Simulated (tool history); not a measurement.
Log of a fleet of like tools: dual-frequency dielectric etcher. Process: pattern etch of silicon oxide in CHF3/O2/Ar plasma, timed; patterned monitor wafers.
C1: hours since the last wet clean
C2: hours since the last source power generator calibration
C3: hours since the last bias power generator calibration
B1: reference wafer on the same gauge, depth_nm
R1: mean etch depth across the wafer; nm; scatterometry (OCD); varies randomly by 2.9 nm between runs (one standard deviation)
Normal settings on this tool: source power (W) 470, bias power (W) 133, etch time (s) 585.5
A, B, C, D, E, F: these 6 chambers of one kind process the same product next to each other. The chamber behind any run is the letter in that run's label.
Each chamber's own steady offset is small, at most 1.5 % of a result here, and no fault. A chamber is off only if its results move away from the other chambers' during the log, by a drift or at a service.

run 1C hour=12.6 | source_power_(W)=470 bias_power_(W)=133 etch_time_(s)=585.5 | C1=25 C2=2662.7 C3=2040.9 | B1=1029.8 | R1=959.37
run 2D hour=24.2 | source_power_(W)=470 bias_power_(W)=133 etch_time_(s)=585.5 | C1=43.5 C2=3019 C3=1155.5 | B1=1030 | R1=955.03
-- hour=24.7 chamber E: wet clean of the chamber
run 3A hour=36.3 | source_power_(W)=470 bias_power_(W)=133 etch_time_(s)=585.5 | C1=71.9 C2=1498 C3=2037.3 | B1=1029.2 | R1=943.93
-- hour=37.7 chamber C: bias power generator calibrated
run 4B hour=47.5 | source_power_(W)=470 bias_power_(W)=133 etch_time_(s)=585.5 | C1=106.4 C2=640.5 C3=2872.1 | B1=1029.6 | R1=967.01
run 5F hour=58.1 | source_power_(W)=470 bias_power_(W)=133 etch_time_(s)=585.5 | C1=175 C2=1458.9 C3=790.8 | B1=1029.7 | R1=957.56
run 6E hour=67.7 | source_power_(W)=470 bias_power_(W)=133 etch_time_(s)=585.5 | C1=43 C2=184.7 C3=2008 | B1=1029.6 | R1=956.53
run 7A hour=77.4 | source_power_(W)=470 bias_power_(W)=133 etch_time_(s)=585.5 | C1=113 C2=1539.1 C3=2078.4 | B1=1029.5 | R1=943.05
run 8E hour=87.6 | source_power_(W)=380 bias_power_(W)=133 etch_time_(s)=443 | C1=62.9 C2=204.6 C3=2027.9 | B1=1029.9 | R1=665.7
run 9D hour=96.3 | source_power_(W)=380 bias_power_(W)=133 etch_time_(s)=443 | C1=115.6 C2=3091.1 C3=1227.6 | B1=1029.7 | R1=668.38
run 10B hour=109.3 | source_power_(W)=380 bias_power_(W)=133 etch_time_(s)=443 | C1=168.2 C2=702.3 C3=2933.9 | B1=1029.9 | R1=674.52
run 11C hour=121.5 | source_power_(W)=380 bias_power_(W)=133 etch_time_(s)=443 | C1=133.9 C2=2771.6 C3=83.9 | B1=1030.5 | R1=668.83
run 12F hour=131.4 | source_power_(W)=380 bias_power_(W)=133 etch_time_(s)=443 | C1=248.3 C2=1532.2 C3=864.1 | B1=1029.6 | R1=670.61
run 13E hour=138.5 | source_power_(W)=380 bias_power_(W)=133 etch_time_(s)=443 | C1=113.8 C2=255.5 C3=2078.8 | B1=1030.7 | R1=666.66
run 14C hour=145 | source_power_(W)=470 bias_power_(W)=133 etch_time_(s)=585.5 | C1=157.4 C2=2795.1 C3=107.4 | B1=1029.8 | R1=958.58
run 15B hour=157.2 | source_power_(W)=470 bias_power_(W)=133 etch_time_(s)=585.5 | C1=216.1 C2=750.2 C3=2981.8 | B1=1029.9 | R1=966.99
run 16F hour=165.3 | source_power_(W)=470 bias_power_(W)=133 etch_time_(s)=585.5 | C1=282.2 C2=1566.1 C3=898 | B1=1030.5 | R1=956.64
run 17A hour=176.7 | source_power_(W)=370 bias_power_(W)=133 etch_time_(s)=659 | C1=212.3 C2=1638.4 C3=2177.7 | B1=1030.1 | R1=967.46
run 18D hour=182.5 | source_power_(W)=370 bias_power_(W)=133 etch_time_(s)=659 | C1=201.8 C2=3177.3 C3=1313.8 | B1=1030.8 | R1=978.57
run 19D hour=188.5 | source_power_(W)=370 bias_power_(W)=133 etch_time_(s)=659 | C1=207.8 C2=3183.3 C3=1319.8 | B1=1029.5 | R1=981.5
run 20E hour=194.5 | source_power_(W)=370 bias_power_(W)=133 etch_time_(s)=659 | C1=169.8 C2=311.5 C3=2134.8 | B1=1030.5 | R1=976.68
run 21C hour=203 | source_power_(W)=370 bias_power_(W)=133 etch_time_(s)=659 | C1=215.4 C2=2853.1 C3=165.4 | B1=1030.4 | R1=987.66
run 22A hour=210.7 | source_power_(W)=370 bias_power_(W)=133 etch_time_(s)=659 | C1=246.3 C2=1672.4 C3=2211.7 | B1=1029.3 | R1=965.06
run 23F hour=220.1 | source_power_(W)=380 bias_power_(W)=133 etch_time_(s)=532 | C1=337 C2=1620.9 C3=952.8 | B1=1030.3 | R1=801.17
run 24B hour=232.8 | source_power_(W)=380 bias_power_(W)=133 etch_time_(s)=532 | C1=291.7 C2=825.8 C3=3057.4 | B1=1030 | R1=804.12
run 25C hour=238.6 | source_power_(W)=380 bias_power_(W)=133 etch_time_(s)=532 | C1=251 C2=2888.7 C3=201 | B1=1030 | R1=805.56
-- hour=249.5 chamber B: bias power generator calibrated
run 26B hour=250 | source_power_(W)=380 bias_power_(W)=133 etch_time_(s)=532 | C1=308.9 C2=843 C3=0.6 | B1=1030.5 | R1=805.34
run 27A hour=259.9 | source_power_(W)=380 bias_power_(W)=133 etch_time_(s)=532 | C1=295.5 C2=1721.6 C3=2260.9 | B1=1029.5 | R1=793.77
run 28E hour=267.1 | source_power_(W)=380 bias_power_(W)=133 etch_time_(s)=532 | C1=242.4 C2=384.1 C3=2207.4 | B1=1029.4 | R1=797.74
run 29D hour=279.5 | source_power_(W)=470 bias_power_(W)=133 etch_time_(s)=585.5 | C1=298.8 C2=3274.3 C3=1410.8 | B1=1030.1 | R1=953.93
run 30F hour=286.7 | source_power_(W)=470 bias_power_(W)=133 etch_time_(s)=585.5 | C1=403.6 C2=1687.5 C3=1019.4 | B1=1029.5 | R1=961.7
-- hour=287.1 chamber A: wet clean of the chamber
run 31C hour=296.4 | source_power_(W)=470 bias_power_(W)=133 etch_time_(s)=585.5 | C1=308.8 C2=2946.5 C3=258.8 | B1=1029.9 | R1=963.06
-- hour=305.6 chamber C: wet clean of the chamber
run 32B hour=309 | source_power_(W)=470 bias_power_(W)=133 etch_time_(s)=585.5 | C1=367.9 C2=902 C3=59.6 | B1=1029.9 | R1=960.77
run 33D hour=318 | source_power_(W)=470 bias_power_(W)=133 etch_time_(s)=585.5 | C1=337.3 C2=3312.8 C3=1449.3 | B1=1029.8 | R1=955.96
run 34F hour=327.6 | source_power_(W)=470 bias_power_(W)=133 etch_time_(s)=585.5 | C1=444.5 C2=1728.4 C3=1060.3 | B1=1029.5 | R1=959.76
run 35A hour=338.7 | source_power_(W)=470 bias_power_(W)=133 etch_time_(s)=585.5 | C1=51.7 C2=1800.4 C3=2339.7 | B1=1029.6 | R1=943.27
run 36E hour=345.5 | source_power_(W)=470 bias_power_(W)=133 etch_time_(s)=585.5 | C1=320.8 C2=462.5 C3=2285.8 | B1=1030.5 | R1=953.72
run 37C hour=356.8 | source_power_(W)=470 bias_power_(W)=133 etch_time_(s)=585.5 | C1=51.2 C2=3006.9 C3=319.2 | B1=1030.4 | R1=972.6
run 38D hour=363.2 | source_power_(W)=470 bias_power_(W)=133 etch_time_(s)=585.5 | C1=382.5 C2=3358 C3=1494.5 | B1=1030.1 | R1=957.63
run 39F hour=375.6 | source_power_(W)=470 bias_power_(W)=133 etch_time_(s)=585.5 | C1=492.5 C2=1776.4 C3=1108.3 | B1=1029.8 | R1=958.25
run 40B hour=387.2 | source_power_(W)=470 bias_power_(W)=133 etch_time_(s)=585.5 | C1=446.1 C2=980.2 C3=137.8 | B1=1030.6 | R1=963.59
run 41A hour=399.4 | source_power_(W)=470 bias_power_(W)=133 etch_time_(s)=585.5 | C1=112.4 C2=1861.1 C3=2400.4 | B1=1030.2 | R1=946.94
run 42E hour=411.8 | source_power_(W)=470 bias_power_(W)=133 etch_time_(s)=666 | C1=387.1 C2=528.8 C3=2352.1 | B1=1030 | R1=1091.2
run 43C hour=420.5 | source_power_(W)=470 bias_power_(W)=133 etch_time_(s)=666 | C1=114.9 C2=3070.6 C3=382.9 | B1=1029.4 | R1=1104.1
run 44B hour=428.6 | source_power_(W)=470 bias_power_(W)=133 etch_time_(s)=666 | C1=487.5 C2=1021.6 C3=179.2 | B1=1030.4 | R1=1090.3

Next, every chamber runs the same settings. What will each give?
run 45A hour=437.9 | source_power_(W)=470 bias_power_(W)=133 etch_time_(s)=650.5 | R1=?
run 45B hour=437.9 | source_power_(W)=470 bias_power_(W)=133 etch_time_(s)=650.5 | R1=?
run 45C hour=437.9 | source_power_(W)=470 bias_power_(W)=133 etch_time_(s)=650.5 | R1=?
run 45D hour=437.9 | source_power_(W)=470 bias_power_(W)=133 etch_time_(s)=650.5 | R1=?
run 45E hour=437.9 | source_power_(W)=470 bias_power_(W)=133 etch_time_(s)=650.5 | R1=?
run 45F hour=437.9 | source_power_(W)=470 bias_power_(W)=133 etch_time_(s)=650.5 | R1=?

run=45A R1=1050.1
run=45B R1=1069.3
run=45C R1=1077.7
run=45D R1=1066.5
run=45E R1=1057.9
run=45F R1=1056.3
